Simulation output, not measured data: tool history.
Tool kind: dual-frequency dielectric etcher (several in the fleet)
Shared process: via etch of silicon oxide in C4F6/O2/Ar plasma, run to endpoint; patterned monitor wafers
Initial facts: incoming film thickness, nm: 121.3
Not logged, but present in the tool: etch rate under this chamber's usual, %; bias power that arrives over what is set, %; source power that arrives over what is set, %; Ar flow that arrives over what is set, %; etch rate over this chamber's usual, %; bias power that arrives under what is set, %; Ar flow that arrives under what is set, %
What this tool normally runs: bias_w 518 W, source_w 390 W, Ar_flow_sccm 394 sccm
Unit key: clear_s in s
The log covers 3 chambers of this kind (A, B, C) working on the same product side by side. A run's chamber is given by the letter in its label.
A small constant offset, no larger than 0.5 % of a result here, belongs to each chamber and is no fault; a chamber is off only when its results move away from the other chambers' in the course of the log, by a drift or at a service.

| run | hour | bias_w | source_w | Ar_flow_sccm | hours since the last wet clean | hours since the last bias power generator calibration | hours since the last source power generator calibration | hours since the last Ar flow controller change | clear_s |
|---|---|---|---|---|---|---|---|---|---|
| 1A | 11.1 | 518 | 390 | 394 | 379.4 | 880.8 | 1869.3 | 3623.9 | 27.028 |
| 2C | 17 | 518 | 390 | 394 | 78 | 104.4 | 1574.7 | 3303.5 | 27.281 |
| 3B | 25.5 | 518 | 390 | 394 | 161.5 | 94.6 | 522.3 | 682 | 26.969 |
| 4A | 35.3 | 518 | 390 | 394 | 403.6 | 905 | 1893.5 | 3648.1 | 27.492 |
| 5B | 40.7 | 518 | 390 | 394 | 176.7 | 109.8 | 537.5 | 697.2 | 27.743 |
| 6C | 47.3 | 633 | 390 | 359 | 108.3 | 134.7 | 1605 | 3333.8 | 25.244 |
| 7A | 55.4 | 633 | 390 | 359 | 423.7 | 925.1 | 1913.6 | 3668.2 | 25.414 |
| 8C | 63.1 | 633 | 390 | 359 | 124.1 | 150.5 | 1620.8 | 3349.6 | 25.345 |
| 9B | 74.6 | 518 | 390 | 394 | 210.6 | 143.7 | 571.4 | 731.1 | 27.584 |
| 10B | 85.3 | 518 | 460 | 394 | 221.3 | 154.4 | 582.1 | 741.8 | 26.339 |
| 11A | 94.7 | 518 | 460 | 394 | 463 | 964.4 | 1952.9 | 3707.5 | 26.249 |
| 12C | 100.7 | 518 | 460 | 394 | 161.7 | 188.1 | 1658.4 | 3387.2 | 25.574 |
| 13C | 108.2 | 518 | 390 | 394 | 169.2 | 195.6 | 1665.9 | 3394.7 | 27.577 |
| 14A | 116.6 | 518 | 390 | 394 | 484.9 | 986.3 | 1974.8 | 3729.4 | 27.545 |
| 15B | 122.1 | 518 | 390 | 394 | 258.1 | 191.2 | 618.9 | 778.6 | 27.518 |
| 16A | 130.1 | 518 | 390 | 394 | 498.4 | 999.8 | 1988.3 | 3742.9 | 27.414 |
| 17B | 137 | 518 | 390 | 394 | 273 | 206.1 | 633.8 | 793.5 | 27.193 |
| 18C | 148 | 518 | 390 | 394 | 209 | 235.4 | 1705.7 | 3434.5 | 27.472 |
| 19B | 155.3 | 518 | 390 | 394 | 291.3 | 224.4 | 652.1 | 811.8 | 27.427 |
| 20C | 164.9 | 518 | 390 | 356 | 225.9 | 252.3 | 1722.6 | 3451.4 | 27.012 |
| 21A | 174 | 518 | 390 | 356 | 542.3 | 1043.7 | 2032.2 | 3786.8 | 27.181 |
| 22A | 185.3 | 518 | 390 | 356 | 553.6 | 1055 | 2043.5 | 3798.1 | 27.271 |
| 23C | 193.7 | 518 | 390 | 394 | 254.7 | 281.1 | 1751.4 | 3480.2 | 27.339 |
| 24B | 203.6 | 518 | 390 | 394 | 339.6 | 272.7 | 700.4 | 860.1 | 27.119 |
| 25A | 215.1 | 518 | 390 | 394 | 583.4 | 1084.8 | 2073.3 | 3827.9 | 27.808 |

Which is it: a chamber that has drifted or been left off by a service, a gauge drift common to all chambers, or only each chamber's usual small offset? If a chamber is off, name it and its likeliest cause.

Neither any chamber nor the gauge drifts; the chambers differ only by their own small, steady offsets.

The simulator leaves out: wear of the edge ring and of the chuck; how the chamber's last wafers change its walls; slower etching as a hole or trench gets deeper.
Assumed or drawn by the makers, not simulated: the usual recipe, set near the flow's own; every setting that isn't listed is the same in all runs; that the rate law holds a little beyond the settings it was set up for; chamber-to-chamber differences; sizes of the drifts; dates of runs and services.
